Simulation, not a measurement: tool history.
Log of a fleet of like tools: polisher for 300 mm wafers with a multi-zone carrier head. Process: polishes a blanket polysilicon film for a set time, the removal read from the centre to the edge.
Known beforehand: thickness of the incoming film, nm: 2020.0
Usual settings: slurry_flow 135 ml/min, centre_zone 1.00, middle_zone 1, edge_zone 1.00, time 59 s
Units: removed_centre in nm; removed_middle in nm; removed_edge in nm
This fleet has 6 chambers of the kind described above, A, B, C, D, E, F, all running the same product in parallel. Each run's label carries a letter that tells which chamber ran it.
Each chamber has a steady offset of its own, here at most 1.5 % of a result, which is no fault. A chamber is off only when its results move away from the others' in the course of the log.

run	hour	slurry_flow	centre_zone	middle_zone	edge_zone	time	wafers polished on this pad	hours since the slurry nozzle was cleaned	hours since the centre zone pressure was calibrated	hours since the edge zone pressure was calibrated	removed_centre	removed_middle	removed_edge
# hour 2.2: chamber F: slurry nozzle cleaned
# hour 2.4: chamber E: worn pad replaced by a new one
1A	3.1	135	1.00	1	1.00	59	1255	939.5	554.4	144.8	511.32	516.28	515.62
2F	6.3	135	1.00	1	1.00	59	206	4.2	82.4	547.1	519.36	524.77	512.49
# hour 10.1: chamber A: slurry nozzle cleaned
3C	10.5	135	1.00	1	1.00	59	1165	193.1	825.3	989.3	519.66	510.49	514.33
4D	14.6	135	1.00	1	1.00	59	462	69.2	397.1	60.1	506.56	516.32	519.99
5E	18.0	135	1.00	1	1.00	59	121	482.4	206.8	598.3	507.28	521.79	518.52
6B	20.7	95	1.00	1	1.00	59	775	155.6	31.7	262.1	468.36	471.88	490.79
# hour 21.0: chamber C: edge zone pressure recalibrated
7E	24.8	95	1.00	1	1.00	59	174	489.2	213.6	605.1	465.33	474.25	488.31
# hour 27.4: chamber B: worn pad replaced by a new one
8C	28.2	95	1.00	1	1.00	59	1302	210.8	843.0	7.3	468.35	473.32	484.89
# hour 30.8: chamber A: worn pad replaced by a new one
9A	32.6	95	1.00	1	1.00	59	14	22.6	583.9	174.3	464.24	473.56	494.13
10B	35.4	95	1.00	1	1.00	59	62	170.3	46.4	276.8	462.33	471.09	493.75
11D	40.0	95	1.00	1	1.00	59	660	94.6	422.5	85.5	464.01	469.37	483.88
12F	42.5	135	1.00	1	1.00	59	488	40.4	118.6	583.3	521.05	521.16	506.60
13F	45.0	135	1.00	1	1.00	59	508	42.9	121.1	585.8	515.35	526.04	509.65
14B	48.2	135	1.00	1	1.00	59	162	183.1	59.2	289.6	515.19	500.00	522.55
15E	51.2	135	1.00	1	1.00	59	380	515.6	240.0	631.5	510.46	518.38	519.97
16A	54.9	135	1.00	1	1.00	59	187	44.9	606.2	196.6	527.86	525.39	516.22
17C	57.9	135	1.08	1	0.95	59	1534	240.5	872.7	37.0	559.35	514.76	490.11
18D	61.0	135	1.08	1	0.95	59	823	115.6	443.5	106.5	552.71	521.51	505.61
19A	63.6	135	1.08	1	0.95	59	255	53.6	614.9	205.3	562.41	513.29	507.16
20D	66.4	135	1.08	1	0.95	59	865	121.0	448.9	111.9	556.04	497.96	497.65
21B	70.5	135	1.08	1	0.95	59	335	205.4	81.5	311.9	555.07	511.97	515.37
# hour 71.1: chamber E: edge zone pressure recalibrated
22F	73.4	135	1.08	1	0.95	59	729	71.3	149.5	614.2	567.29	504.42	505.82
# hour 74.5: chamber C: worn pad replaced by a new one
23C	77.6	135	1.00	1	1.00	59	24	260.2	892.4	56.7	509.17	506.39	507.79
24E	80.8	135	1.00	1	1.09	59	610	545.2	269.6	9.8	509.70	524.13	544.54
25B	84.2	135	1.00	1	1.09	59	442	219.1	95.2	325.6	517.99	518.25	543.34
26E	88.3	135	1.00	1	1.09	59	669	552.7	277.1	17.3	510.56	511.50	540.16
27A	91.2	135	1.00	1	1.09	59	470	81.2	642.5	232.9	524.32	502.51	544.15
28C	93.5	135	1.00	1	1.09	59	147	276.1	908.3	72.6	493.71	493.34	531.25
29F	97.1	135	1.00	1	1.09	59	914	95.0	173.2	637.9	524.99	530.45	534.69
30D	100.2	135	1.00	1	1.00	59	1128	154.8	482.7	145.7	514.95	499.04	519.63
31A	104.2	135	1.00	1	1.00	59	571	94.2	655.5	245.9	518.52	524.97	520.86
# hour 104.6: chamber F: worn pad replaced by a new one
32C	107.4	135	1.00	1	1.00	59	256	290.0	922.2	86.5	486.90	495.31	501.31
33D	110.2	135	0.92	1	1.00	73	1206	164.8	492.7	155.7	579.18	637.36	636.72
# hour 111.9: chamber D: worn pad replaced by a new one
34F	112.7	135	0.92	1	1.00	73	63	110.6	188.8	653.5	591.02	657.29	637.57
35B	115.7	135	0.92	1	1.00	73	687	250.6	126.7	357.1	583.12	648.29	646.33
36E	119.2	135	0.92	1	1.00	73	909	583.6	308.0	48.2	579.09	653.51	646.87
37E	122.9	135	0.92	1	1.00	73	938	587.3	311.7	51.9	578.62	642.79	655.71
38F	125.3	135	0.92	1	1.00	73	161	123.2	201.4	666.1	577.71	646.59	643.03
39A	127.6	135	1.00	1	1.00	59	753	117.6	678.9	269.3	519.16	524.68	522.38
# hour 129.5: chamber B: worn pad replaced by a new one
40D	130.7	135	1.00	1	1.00	59	147	185.3	513.2	176.2	508.72	511.17	518.78
41C	134.3	135	1.00	1	1.00	59	465	316.9	949.1	113.4	490.81	489.11	496.65
42B	137.8	135	1.00	1	0.93	59	64	272.7	148.8	379.2	520.31	513.80	498.45
43D	142.3	135	1.00	1	0.93	59	237	196.9	524.8	187.8	504.99	511.69	502.64
44F	146.1	135	1.00	1	0.93	59	323	144.0	222.2	686.9	515.11	526.20	497.84

The same settings go to every chamber for the next run, one line per chamber below. Forecast the results for each:
45A	149.6	95	1.00	1	1.00	59					?	?	?
45B	149.6	95	1.00	1	1.00	59					?	?	?
45C	149.6	95	1.00	1	1.00	59					?	?	?
45D	149.6	95	1.00	1	1.00	59					?	?	?
45E	149.6	95	1.00	1	1.00	59					?	?	?
45F	149.6	95	1.00	1	1.00	59					?	?	?

run	removed_centre	removed_middle	removed_edge
45A	464.64	477.02	492.11
45B	467.99	476.52	478.61
45C	423.70	430.82	460.90
45D	454.30	465.81	491.38
45E	462.85	477.57	482.27
45F	473.48	471.49	479.83
